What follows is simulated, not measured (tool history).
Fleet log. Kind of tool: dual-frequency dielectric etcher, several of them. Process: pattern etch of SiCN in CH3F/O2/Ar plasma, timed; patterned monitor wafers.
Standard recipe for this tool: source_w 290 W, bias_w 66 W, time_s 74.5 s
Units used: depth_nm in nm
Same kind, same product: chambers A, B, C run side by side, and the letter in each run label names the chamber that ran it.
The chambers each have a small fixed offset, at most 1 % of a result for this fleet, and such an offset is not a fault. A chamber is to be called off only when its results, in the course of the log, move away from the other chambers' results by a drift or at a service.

run   hour  source_w  bias_w  time_s  read-back reference wafer on the same gauge, depth_nm  depth_nm
 1C    7.4       290      66    74.5                                                 20.404    23.639
 2A   22.9       290      66    74.5                                                 20.416    23.890
 3B   34.1       290      66    74.5                                                 20.410    23.998
 4B   49.4       290      66    74.5                                                 20.398    24.199
 5A   59.1       290      66    74.5                                                 20.402    23.899
 6C   67.5       290      66    74.5                                                 20.404    23.784
 7A   83.2       290      66    74.5                                                 20.423    23.865
 8B   98.5       290      66    74.5                                                 20.413    23.986
 9C  112.8       290      66    74.5                                                 20.391    23.954
10A  120.9       290      66    74.5                                                 20.403    23.778
11B  130.4       290      66    74.5                                                 20.411    24.114
12C  141.9       290      66    74.5                                                 20.381    23.861
     142.6  -- chamber A: wet clean of the chamber
13C  149.6       290      57    74.5                                                 20.394    22.649
14B  162.0       290      57    74.5                                                 20.388    22.849
     167.9  -- chamber B: wet clean of the chamber
15A  169.4       290      57    74.5                                                 20.410    22.617
     171.3  -- chamber C: wet clean of the chamber
16C  179.9       290      66    74.5                                                 20.400    23.872
17A  191.1       290      66    74.5                                                 20.400    23.902
18B  204.9       290      66    74.5                                                 20.398    23.575
19C  216.9       290      66    74.5                                                 20.404    23.910
20B  225.7       260      66    55.5                                                 20.412    16.649
21A  237.3       260      66    55.5                                                 20.408    17.079
22A  251.4       260      66    55.5                                                 20.408    17.039
23C  264.7       290      66    74.5                                                 20.411    23.924
24B  275.4       290      66    74.5                                                 20.407    23.533
25A  284.6       290      66    74.5                                                 20.398    23.876
26B  293.2       260      66    74.5                                                 20.398    22.412
27C  306.4       260      66    74.5                                                 20.400    22.856

One chamber off, gauge drift, or nothing amiss beyond the chambers' own small offsets? If it is a chamber, which one, and what is the likeliest cause?

A service on chamber B put it out of line with the rest.
Most likely cause: etch rate under this chamber's usual, % = 2.57.

Here are 4 candidates for chamber B's next run, each the usual settings with a change, their results left as question marks. Which one brings its results back in line with what the others give on the usual settings?
In-line tolerance around the mean of the other chambers on the usual settings: depth_nm 0.300 nm
28B-1  317.6       290      74    74.5                                                                ?
28B-2  317.6       290      66    71.5                                                                ?
28B-3  317.6       290      66    73.0                                                                ?
28B-4  317.6       290      66    76.0                                                                ?

Average result of the remaining chambers running the usual settings: depth_nm 23.874 nm
  run  depth_nm
28B-1    24.460
28B-2    22.522
28B-3    22.994
28B-4    23.939
With 28B-4, the chamber falls back in line with the rest.

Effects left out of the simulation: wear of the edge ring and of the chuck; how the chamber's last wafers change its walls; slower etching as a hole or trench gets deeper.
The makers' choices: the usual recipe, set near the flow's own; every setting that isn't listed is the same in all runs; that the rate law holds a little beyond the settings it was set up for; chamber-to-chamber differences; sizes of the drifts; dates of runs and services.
